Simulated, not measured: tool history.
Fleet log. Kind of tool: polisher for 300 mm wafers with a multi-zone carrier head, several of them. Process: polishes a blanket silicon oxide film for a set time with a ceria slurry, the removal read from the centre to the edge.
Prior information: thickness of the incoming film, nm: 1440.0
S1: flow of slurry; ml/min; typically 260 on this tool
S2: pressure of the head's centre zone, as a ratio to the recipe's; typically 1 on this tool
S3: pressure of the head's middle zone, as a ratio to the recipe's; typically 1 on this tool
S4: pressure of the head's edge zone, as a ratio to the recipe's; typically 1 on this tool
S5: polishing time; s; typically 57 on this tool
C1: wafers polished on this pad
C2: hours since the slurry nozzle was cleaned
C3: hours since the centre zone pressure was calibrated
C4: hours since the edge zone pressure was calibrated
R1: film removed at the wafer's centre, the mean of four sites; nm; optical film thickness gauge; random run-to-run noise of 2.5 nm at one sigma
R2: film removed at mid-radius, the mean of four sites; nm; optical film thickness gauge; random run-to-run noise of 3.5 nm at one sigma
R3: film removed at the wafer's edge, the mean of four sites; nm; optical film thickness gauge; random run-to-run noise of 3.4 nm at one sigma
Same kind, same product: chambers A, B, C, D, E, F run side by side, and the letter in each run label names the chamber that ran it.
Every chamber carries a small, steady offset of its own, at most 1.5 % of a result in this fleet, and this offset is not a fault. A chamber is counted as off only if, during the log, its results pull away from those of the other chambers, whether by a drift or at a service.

run 1C hour=3.9 | S1=260 S2=1 S3=1 S4=1 S5=57 | C1=539 C2=192 C3=585.3 C4=197.3 | R1=259.59 R2=254.98 R3=255.82
run 2D hour=6.1 | S1=260 S2=1 S3=1 S4=1 S5=57 | C1=93 C2=651.3 C3=1109.3 C4=249.6 | R1=265.91 R2=258.31 R3=255.97
-- hour=7.8 chamber B: slurry nozzle cleaned
run 3F hour=9.1 | S1=260 S2=1 S3=1 S4=1 S5=57 | C1=663 C2=49.1 C3=589.9 C4=424.7 | R1=260.46 R2=264.09 R3=259.89
-- hour=9.9 chamber D: slurry nozzle cleaned
-- hour=10.2 chamber C: centre zone pressure recalibrated
run 4A hour=12.5 | S1=260 S2=1 S3=1 S4=1 S5=57 | C1=492 C2=395 C3=75.1 C4=914.2 | R1=257.54 R2=257.41 R3=259.37
run 5E hour=16.4 | S1=260 S2=1 S3=1 S4=1 S5=57 | C1=913 C2=24.3 C3=491.5 C4=614.2 | R1=259.07 R2=257.99 R3=253.32
run 6B hour=21.2 | S1=260 S2=0.89 S3=1 S4=0.91 S5=57 | C1=841 C2=13.5 C3=110.2 C4=450.2 | R1=228.69 R2=251.99 R3=243.63
-- hour=21.8 chamber E: worn pad replaced by a new one
run 7B hour=25.8 | S1=260 S2=0.89 S3=1 S4=0.91 S5=57 | C1=906 C2=18.1 C3=114.8 C4=454.8 | R1=234.16 R2=260.9 R3=242.17
run 8E hour=30.5 | S1=260 S2=0.89 S3=1 S4=0.91 S5=57 | C1=122 C2=38.4 C3=505.6 C4=628.3 | R1=225.38 R2=255.35 R3=242.06
run 9A hour=33.6 | S1=260 S2=0.89 S3=1 S4=0.91 S5=57 | C1=786 C2=416.1 C3=96.2 C4=935.3 | R1=232.11 R2=263.08 R3=250.04
run 10C hour=37 | S1=260 S2=0.89 S3=1 S4=0.91 S5=57 | C1=1001 C2=225.1 C3=26.9 C4=230.4 | R1=227.61 R2=267.34 R3=245.41
-- hour=38.4 chamber F: worn pad replaced by a new one
run 11D hour=40.5 | S1=260 S2=0.89 S3=1 S4=0.91 S5=57 | C1=572 C2=30.6 C3=1143.7 C4=284 | R1=230.25 R2=269.49 R3=248.89
run 12F hour=43.4 | S1=260 S2=1 S3=1 S4=1 S5=57 | C1=69 C2=83.4 C3=624.2 C4=459 | R1=255.62 R2=262.9 R3=259.49
-- hour=45 chamber E: edge zone pressure recalibrated
-- hour=46.8 chamber D: worn pad replaced by a new one
run 13A hour=48 | S1=260 S2=1 S3=1 S4=1 S5=57 | C1=987 C2=430.5 C3=110.6 C4=949.7 | R1=257.06 R2=260.99 R3=261.81
run 14C hour=51 | S1=260 S2=1 S3=1 S4=1 S5=57 | C1=1196 C2=239.1 C3=40.9 C4=244.4 | R1=259.16 R2=263.66 R3=255.73
run 15E hour=55.9 | S1=260 S2=1 S3=1 S4=1 S5=57 | C1=476 C2=63.8 C3=531 C4=10.9 | R1=256.84 R2=257.11 R3=261.06
run 16D hour=58.6 | S1=315 S2=1 S3=0.96 S4=1 S5=57 | C1=165 C2=48.7 C3=1161.8 C4=302.1 | R1=271.37 R2=255.22 R3=265.13
run 17B hour=63.5 | S1=315 S2=1 S3=0.96 S4=1 S5=57 | C1=1431 C2=55.8 C3=152.5 C4=492.5 | R1=269.86 R2=246.96 R3=262.53
run 18F hour=66.4 | S1=315 S2=1 S3=0.96 S4=1 S5=57 | C1=390 C2=106.4 C3=647.2 C4=482 | R1=263.37 R2=256.62 R3=271.96
-- hour=68.1 chamber B: worn pad replaced by a new one
run 19F hour=70.2 | S1=315 S2=1 S3=0.96 S4=1 S5=57 | C1=443 C2=110.2 C3=651 C4=485.8 | R1=266.05 R2=256.42 R3=266.72
run 20D hour=72.9 | S1=315 S2=1 S3=0.96 S4=1 S5=57 | C1=364 C2=63 C3=1176.1 C4=316.4 | R1=266.67 R2=259.59 R3=263.96
run 21E hour=75.5 | S1=315 S2=1 S3=0.96 S4=1 S5=57 | C1=749 C2=83.4 C3=550.6 C4=30.5 | R1=259.92 R2=253.82 R3=261.41
-- hour=76.8 chamber C: worn pad replaced by a new one
run 22B hour=79.1 | S1=260 S2=1 S3=1 S4=1 S5=57 | C1=154 C2=71.4 C3=168.1 C4=508.1 | R1=260.85 R2=257.9 R3=259
run 23A hour=84 | S1=260 S2=1 S3=1 S4=1 S5=57 | C1=1489 C2=466.5 C3=146.6 C4=985.7 | R1=257.32 R2=250.21 R3=250.19
run 24C hour=87 | S1=260 S2=1 S3=1 S4=1 S5=57 | C1=143 C2=275.1 C3=76.9 C4=280.4 | R1=261.46 R2=261.8 R3=259.66
run 25C hour=89.6 | S1=260 S2=1 S3=1 S4=1 S5=57 | C1=179 C2=277.7 C3=79.5 C4=283 | R1=264.43 R2=253.13 R3=256.43
run 26E hour=93 | S1=260 S2=1 S3=1 S4=1 S5=57 | C1=993 C2=100.9 C3=568.1 C4=48 | R1=256.72 R2=260.54 R3=252.65
run 27A hour=95.3 | S1=260 S2=1 S3=1 S4=1 S5=57 | C1=1647 C2=477.8 C3=157.9 C4=997 | R1=249.55 R2=249.75 R3=257
-- hour=95.4 chamber E: worn pad replaced by a new one
run 28D hour=98.1 | S1=260 S2=1 S3=1 S4=1 S5=57 | C1=715 C2=88.2 C3=1201.3 C4=341.6 | R1=264.36 R2=253.13 R3=256.36
-- hour=100.3 chamber D: worn pad replaced by a new one
run 29B hour=102 | S1=260 S2=1 S3=1 S4=1 S5=57 | C1=473 C2=94.3 C3=191 C4=531 | R1=267.93 R2=260.68 R3=248.5
run 30F hour=105.3 | S1=260 S2=1 S3=1 S4=1 S5=57 | C1=932 C2=145.3 C3=686.1 C4=520.9 | R1=259.51 R2=259.58 R3=258.17
run 31B hour=109 | S1=260 S2=1 S3=1 S4=1 S5=57 | C1=571 C2=101.3 C3=198 C4=538 | R1=258.06 R2=253.72 R3=255.16
run 32A hour=113.3 | S1=260 S2=1 S3=1 S4=1 S5=57 | C1=1898 C2=495.8 C3=175.9 C4=1015 | R1=246.62 R2=243.9 R3=243.72
-- hour=116.5 chamber A: slurry nozzle cleaned
run 33F hour=118.2 | S1=260 S2=1 S3=1 S4=1 S5=57 | C1=1112 C2=158.2 C3=699 C4=533.8 | R1=255.06 R2=264.99 R3=259.01
run 34E hour=121.2 | S1=260 S2=1 S3=1 S4=1 S5=57 | C1=360 C2=129.1 C3=596.3 C4=76.2 | R1=257.28 R2=261.91 R3=259.43
-- hour=122.3 chamber F: centre zone pressure recalibrated
run 35C hour=125.2 | S1=260 S2=1 S3=1 S4=1 S5=57 | C1=675 C2=313.3 C3=115.1 C4=318.6 | R1=260.7 R2=258.39 R3=261.66
run 36D hour=127.9 | S1=260 S2=1 S3=1 S4=1 S5=57 | C1=385 C2=118 C3=1231.1 C4=371.4 | R1=258.89 R2=256.06 R3=255.25
-- hour=130.3 chamber B: edge zone pressure recalibrated
run 37F hour=130.3 | S1=260 S2=1 S3=1 S4=1 S5=57 | C1=1281 C2=170.3 C3=8 C4=545.9 | R1=260.04 R2=261.07 R3=259.73
run 38A hour=133.7 | S1=260 S2=1 S3=1 S4=1 S5=57 | C1=2182 C2=17.2 C3=196.3 C4=1035.4 | R1=241.28 R2=243.74 R3=245.93
run 39D hour=136.5 | S1=335 S2=1 S3=1 S4=1.04 S5=57 | C1=505 C2=126.6 C3=1239.7 C4=380 | R1=263.84 R2=268.46 R3=275.6
run 40C hour=140.2 | S1=335 S2=1 S3=1 S4=1.04 S5=57 | C1=884 C2=328.3 C3=130.1 C4=333.6 | R1=265.41 R2=268.92 R3=273.05
run 41E hour=142.4 | S1=335 S2=1 S3=1 S4=1.04 S5=57 | C1=656 C2=150.3 C3=617.5 C4=97.4 | R1=266.17 R2=261.21 R3=265.04
run 42B hour=147.5 | S1=335 S2=1 S3=1 S4=1.04 S5=57 | C1=1108 C2=139.8 C3=236.5 C4=17.3 | R1=268.5 R2=257.78 R3=267.77
run 43E hour=152.1 | S1=335 S2=1 S3=1 S4=1.04 S5=57 | C1=791 C2=160 C3=627.2 C4=107.1 | R1=264.95 R2=261.82 R3=262.56

Next, every chamber runs the same settings. What will each give?
run 44A hour=155.7 | S1=260 S2=1 S3=1 S4=1 S5=57 | R1=? R2=? R3=?
run 44B hour=155.7 | S1=260 S2=1 S3=1 S4=1 S5=57 | R1=? R2=? R3=?
run 44C hour=155.7 | S1=260 S2=1 S3=1 S4=1 S5=57 | R1=? R2=? R3=?
run 44D hour=155.7 | S1=260 S2=1 S3=1 S4=1 S5=57 | R1=? R2=? R3=?
run 44E hour=155.7 | S1=260 S2=1 S3=1 S4=1 S5=57 | R1=? R2=? R3=?
run 44F hour=155.7 | S1=260 S2=1 S3=1 S4=1 S5=57 | R1=? R2=? R3=?

run=44A R1=238.38 R2=235.56 R3=234.22
run=44B R1=261.75 R2=254.77 R3=251.6
run=44C R1=261.81 R2=257.13 R3=259.07
run=44D R1=260.33 R2=265.41 R3=259.13
run=44E R1=262.11 R2=253.77 R3=260.59
run=44F R1=266.87 R2=259.61 R3=258.71

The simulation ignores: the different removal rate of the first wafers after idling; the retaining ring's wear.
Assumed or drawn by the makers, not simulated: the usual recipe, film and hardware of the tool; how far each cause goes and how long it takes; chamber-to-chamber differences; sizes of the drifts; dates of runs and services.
